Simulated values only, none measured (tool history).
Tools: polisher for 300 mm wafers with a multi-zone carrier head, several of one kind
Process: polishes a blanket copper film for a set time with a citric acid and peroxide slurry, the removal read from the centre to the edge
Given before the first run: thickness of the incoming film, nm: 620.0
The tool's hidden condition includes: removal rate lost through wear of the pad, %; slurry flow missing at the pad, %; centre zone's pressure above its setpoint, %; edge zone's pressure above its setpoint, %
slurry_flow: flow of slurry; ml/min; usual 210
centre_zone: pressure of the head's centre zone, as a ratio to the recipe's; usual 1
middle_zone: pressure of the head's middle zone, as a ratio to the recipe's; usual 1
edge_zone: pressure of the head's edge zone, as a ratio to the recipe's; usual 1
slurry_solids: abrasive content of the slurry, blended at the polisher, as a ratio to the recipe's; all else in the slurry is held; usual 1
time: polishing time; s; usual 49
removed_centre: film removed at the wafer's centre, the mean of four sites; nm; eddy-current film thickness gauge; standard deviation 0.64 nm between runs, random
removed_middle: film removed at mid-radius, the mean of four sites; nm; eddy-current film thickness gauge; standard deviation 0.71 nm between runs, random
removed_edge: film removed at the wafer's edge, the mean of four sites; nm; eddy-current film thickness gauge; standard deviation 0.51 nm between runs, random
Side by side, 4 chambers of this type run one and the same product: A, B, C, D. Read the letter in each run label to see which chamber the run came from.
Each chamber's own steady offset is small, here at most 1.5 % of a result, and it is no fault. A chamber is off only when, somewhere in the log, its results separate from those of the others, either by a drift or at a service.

run,hour,slurry_flow,centre_zone,middle_zone,edge_zone,slurry_solids,time,wafers polished on this pad,hours since the slurry nozzle was cleaned,hours since the centre zone pressure was calibrated,hours since the edge zone pressure was calibrated,removed_centre,removed_middle,removed_edge
# hour 7.6: chamber A: worn pad replaced by a new one
1A,11.2,210,1,1,1,1,49,26,276.7,368.7,176.9,66.253,65.465,65.647
2D,18.1,210,1,1,1,1,49,377,212.5,568.6,133.2,65.877,65.801,66.329
3B,28.1,210,1,1,1,1,49,378,187.3,595.5,255.9,63.845,65.005,66.132
4C,41.6,210,1,1,1,1,49,611,149.3,827.8,201.9,65.489,64.96,65.852
5A,53.2,165,0.91,1,1,1,49,338,318.7,410.7,218.9,56.385,62.708,64.094
6D,66.9,165,0.91,1,1,1,49,739,261.3,617.4,182,55.703,63.978,64.531
# hour 71.2: chamber D: worn pad replaced by a new one
7C,75.8,165,0.91,1,1,1,49,865,183.5,862,236.1,56.246,62.457,63.663
8B,86.3,165,0.91,1,1,1,49,810,245.5,653.7,314.1,55.713,62.858,64.169
# hour 91.8: chamber A: worn pad replaced by a new one
9A,95.1,210,1,1,1,1,49,25,360.6,452.6,260.8,65.673,64.464,64.712
# hour 103.7: chamber B: worn pad replaced by a new one
10B,106.7,210,1,1,1,1,49,22,265.9,674.1,334.5,65.154,67.027,66.056
11C,120.2,210,1,1,1,1,49,1194,227.9,906.4,280.5,65.956,65.68,64.846
# hour 126.6: chamber A: centre zone pressure recalibrated
# hour 134.6: chamber B: edge zone pressure recalibrated
12D,134.9,210,1,1,1,1,49,473,329.3,685.4,250,64.162,65.51,66.213
13B,144.6,210,1,1,1,1,49,303,303.8,712,10,64.312,63.765,66.011
# hour 153: chamber C: worn pad replaced by a new one
14D,155.8,210,1,1,1,1,49,628,350.2,706.3,270.9,66.066,64.628,66.319
# hour 155.9: chamber D: worn pad replaced by a new one
15C,169.5,210,1,1,1,1,49,122,277.2,955.7,329.8,64.972,64.356,65.468
# hour 171.3: chamber C: slurry nozzle cleaned
16A,184.3,210,1,1,0.91,1,42,687,449.8,57.7,350,55.199,54.896,53.375
# hour 197: chamber A: worn pad replaced by a new one
17A,198.1,210,1,1,0.91,1,42,8,463.6,71.5,363.8,56.946,56.044,53.899
18D,208.3,210,1,1,0.91,1,42,389,402.7,758.8,323.4,55.617,55.923,53.403
19C,223.3,210,1,1,0.91,1,42,522,52.1,1009.5,383.6,56.392,56.922,53.134
20B,235.5,210,1,1,1,1,49,978,394.7,802.9,100.9,63.546,65.142,66.68
# hour 237.4: chamber B: worn pad replaced by a new one
21C,250.5,210,1,1,1,1,49,724,79.3,1036.7,410.8,64.938,65.112,65.593
# hour 255.4: chamber D: centre zone pressure recalibrated
# hour 258.7: chamber D: worn pad replaced by a new one
22D,260.5,140,1,1,0.91,1,49,13,454.9,5.1,375.6,67.019,61.646,59.207
# hour 263.2: chamber B: centre zone pressure recalibrated
23B,267.4,140,1,1,0.91,1,49,222,426.6,4.3,132.8,60.02,61.72,59.463
24A,276.8,140,1,1,0.91,1,49,592,542.3,150.2,442.5,60.55,60.149,59.888
# hour 277.2: chamber A: worn pad replaced by a new one
25A,287,140,1,1,0.91,1,49,73,552.5,160.4,452.7,61.803,61.125,58.428
26C,297.8,210,1,1,1,1,49,1075,126.6,1084,458.1,65.153,65.188,65.549
# hour 299.5: chamber C: centre zone pressure recalibrated
# hour 308.1: chamber C: edge zone pressure recalibrated
# hour 312.1: chamber C: worn pad replaced by a new one
27D,312.3,210,1,1,1,1,49,398,506.7,56.9,427.4,71.927,64.872,65.903
28B,321,210,1,1,1,1,49,620,480.2,57.9,186.4,64.984,67.365,65.584
29B,334,210,1,1,1,1,49,717,493.2,70.9,199.4,65.583,65.718,65.884
30D,342.9,210,1,1,1,1,49,625,537.3,87.5,458,70.863,66.609,65.501
31C,351.4,210,1,1,1,1,49,292,180.2,52,43.4,65.7,64.997,64.798
# hour 356.2: chamber D: worn pad replaced by a new one
# hour 360.7: chamber A: worn pad replaced by a new one
# hour 361.5: chamber D: edge zone pressure recalibrated
# hour 363.5: chamber D: slurry nozzle cleaned
32A,365,210,1,1,1,1,49,32,630.5,238.4,530.7,64.388,63.663,65.101
# hour 365.9: chamber B: worn pad replaced by a new one
33B,372.7,210,1,1,1,1,49,51,531.9,109.6,238.1,65.058,65.186,65.112
34A,382.5,210,1,1.05,1,1,49,162,648,255.9,548.2,65.112,67.237,65.071
35C,389.3,210,1,1.05,1,1,49,573,218.1,89.9,81.3,64.048,66.761,65.369
36D,400,210,1,1.05,1,1,49,325,36.5,144.6,38.6,72.909,68.111,66.083
37D,408.6,210,1,1.05,1,1,49,389,45.1,153.2,47.2,71.781,70.323,65.456
# hour 419.2: chamber C: slurry nozzle cleaned
38C,420.8,210,1,1,1,1,49,807,1.7,121.4,112.8,65.097,66.466,65.414
39A,428.3,210,1,1,1.1,1,57,502,693.8,301.7,594,76.914,74.129,80.197
40B,439.8,210,1,1,1.1,1,57,549,599,176.7,305.2,75.404,76.434,79.235
41D,449.2,210,1,1,1.1,1,57,691,85.7,193.8,87.8,86.278,77.115,80.266
# hour 449.3: chamber A: worn pad replaced by a new one
42A,463.2,210,1,1,1.1,1,57,103,728.7,336.6,628.9,75.187,76.029,81.077
43C,470,210,1,1,1,1,49,1172,50.9,170.6,162,65.286,65.994,65.582

Each of the 4 chambers runs these same settings next. Fill in every chamber's results:
44A,481,210,1,1,1,1,49,,,,,?,?,?
44B,481,210,1,1,1,1,49,,,,,?,?,?
44C,481,210,1,1,1,1,49,,,,,?,?,?
44D,481,210,1,1,1,1,49,,,,,?,?,?

run,removed_centre,removed_middle,removed_edge
44A,65.599,64.784,65.703
44B,64.494,65.167,64.446
44C,65.882,65.365,65.612
44D,71.147,65.667,65.21

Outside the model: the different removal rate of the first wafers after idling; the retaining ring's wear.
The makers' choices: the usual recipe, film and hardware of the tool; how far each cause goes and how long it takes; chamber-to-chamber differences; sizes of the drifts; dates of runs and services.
